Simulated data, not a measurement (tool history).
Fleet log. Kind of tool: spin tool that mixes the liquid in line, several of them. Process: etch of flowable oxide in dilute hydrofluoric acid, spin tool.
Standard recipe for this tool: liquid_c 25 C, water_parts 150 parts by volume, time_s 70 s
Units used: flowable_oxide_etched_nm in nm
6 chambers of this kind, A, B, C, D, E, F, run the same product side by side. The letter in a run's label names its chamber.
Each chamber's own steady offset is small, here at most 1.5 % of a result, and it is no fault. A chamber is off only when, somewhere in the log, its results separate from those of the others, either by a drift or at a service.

| run | day | liquid_c | water_parts | time_s | hours since the thermometer was replaced | hours since the hydrofluoric acid flow meter was replaced | read-back film thickness of the flowable oxide reference wafer, read on the same gauge (nm) | flowable_oxide_etched_nm |
|---|---|---|---|---|---|---|---|---|
| 1D | 0.383 | 25 | 150 | 70 | 2023.6 | 70.4 | 59.976 | 22.865 |
| 2E | 0.858 | 25 | 150 | 70 | 763.5 | 219.3 | 59.982 | 22.63 |
| 3B | 1.288 | 25 | 150 | 70 | 148.2 | 72.4 | 59.991 | 22.215 |
| 4F | 1.6 | 25 | 150 | 70 | 704.6 | 634.2 | 60.042 | 22.596 |
| 5A | 2.067 | 25 | 150 | 70 | 607.4 | 184.6 | 59.995 | 22.474 |
| 6C | 2.654 | 25 | 150 | 70 | 247.1 | 637.2 | 59.978 | 22.694 |
| 7C | 2.967 | 25 | 150 | 70 | 254.6 | 644.7 | 59.991 | 22.75 |
| 8B | 3.321 | 25 | 150 | 70 | 197 | 121.2 | 60.029 | 22.362 |
| 9A | 3.65 | 25 | 150 | 70 | 645.4 | 222.6 | 59.997 | 22.338 |
| 10E | 4.1 | 25 | 150 | 70 | 841.3 | 297.1 | 60.02 | 22.553 |
| 11D | 4.558 | 25 | 150 | 70 | 2123.8 | 170.6 | 60.051 | 22.775 |
| 12F | 5.042 | 25 | 150 | 70 | 787.2 | 716.8 | 60.004 | 22.687 |
| 13A | 5.612 | 23 | 185 | 70 | 692.5 | 269.7 | 60.01 | 16.272 |
| 14E | 6.275 | 23 | 185 | 70 | 893.5 | 349.3 | 60.004 | 16.152 |
| 15F | 6.654 | 23 | 185 | 70 | 825.9 | 755.5 | 60.032 | 16.34 |
| 16D | 7.121 | 23 | 185 | 70 | 2185.3 | 232.1 | 59.984 | 16.47 |
| 17B | 7.704 | 23 | 185 | 70 | 302.2 | 226.4 | 60.032 | 16.124 |
|  | 7.967 | chamber A: thermometer replaced |
| 18C | 8.25 | 23 | 185 | 70 | 381.4 | 771.5 | 59.987 | 16.177 |
| 19F | 8.671 | 25 | 150 | 70 | 874.3 | 803.9 | 60.022 | 22.575 |
| 20B | 9.071 | 25 | 150 | 70 | 335 | 259.2 | 59.962 | 22.51 |
| 21C | 9.667 | 25 | 150 | 70 | 415.4 | 805.5 | 59.963 | 22.559 |
| 22E | 10.271 | 25 | 150 | 70 | 989.4 | 445.2 | 59.947 | 22.448 |
| 23D | 10.829 | 25 | 150 | 70 | 2274.3 | 321.1 | 60.056 | 22.832 |
| 24A | 11.267 | 25 | 150 | 70 | 79.2 | 405.4 | 59.996 | 22.509 |
| 25C | 11.762 | 25 | 150 | 70 | 465.7 | 855.8 | 60.064 | 22.235 |
| 26E | 12.262 | 25 | 150 | 70 | 1037.2 | 493 | 60 | 22.333 |
| 27A | 12.838 | 25 | 150 | 70 | 116.9 | 443.1 | 60.008 | 22.456 |
| 28F | 13.404 | 25 | 150 | 70 | 987.9 | 917.5 | 60.002 | 22.666 |
|  | 13.721 | chamber F: thermometer replaced |
| 29B | 13.962 | 21.5 | 90 | 70 | 452.4 | 376.6 | 60.015 | 35.25 |
| 30D | 14.262 | 21.5 | 90 | 70 | 2356.7 | 403.5 | 59.959 | 35.55 |
| 31C | 14.583 | 21.5 | 90 | 70 | 533.4 | 923.5 | 59.97 | 35.515 |
|  | 14.629 | chamber D: hydrofluoric acid flow meter replaced |
| 32A | 15.054 | 21.5 | 90 | 70 | 170.1 | 496.3 | 60.02 | 35.565 |
|  | 15.462 | chamber B: thermometer replaced |
| 33E | 15.512 | 21.5 | 90 | 70 | 1115.2 | 571 | 59.972 | 34.535 |
| 34B | 16.121 | 21.5 | 90 | 70 | 15.9 | 428.4 | 60.024 | 35.461 |
| 35F | 16.433 | 25 | 150 | 70 | 65.1 | 990.2 | 60.007 | 22.452 |
| 36D | 17.029 | 25 | 150 | 70 | 2423.1 | 57.6 | 60.048 | 22.641 |
| 37B | 17.321 | 25 | 150 | 70 | 44.7 | 457.2 | 60.017 | 22.311 |
| 38F | 17.842 | 25 | 150 | 70 | 98.9 | 1024 | 59.981 | 22.429 |
| 39D | 18.379 | 25 | 150 | 70 | 2455.5 | 90 | 60.024 | 22.702 |
| 40E | 18.983 | 25 | 150 | 70 | 1198.5 | 654.3 | 60.054 | 22.401 |

Each of the 6 chambers runs these same settings next. Fill in every chamber's results:
| 41A | 19.462 | 25 | 150 | 70 |  |  |  | ? |
| 41B | 19.462 | 25 | 150 | 70 |  |  |  | ? |
| 41C | 19.462 | 25 | 150 | 70 |  |  |  | ? |
| 41D | 19.462 | 25 | 150 | 70 |  |  |  | ? |
| 41E | 19.462 | 25 | 150 | 70 |  |  |  | ? |
| 41F | 19.462 | 25 | 150 | 70 |  |  |  | ? |

| run | flowable_oxide_etched_nm |
|---|---|
| 41A | 22.357 |
| 41B | 22.297 |
| 41C | 22.686 |
| 41D | 22.769 |
| 41E | 22.592 |
| 41F | 22.51 |

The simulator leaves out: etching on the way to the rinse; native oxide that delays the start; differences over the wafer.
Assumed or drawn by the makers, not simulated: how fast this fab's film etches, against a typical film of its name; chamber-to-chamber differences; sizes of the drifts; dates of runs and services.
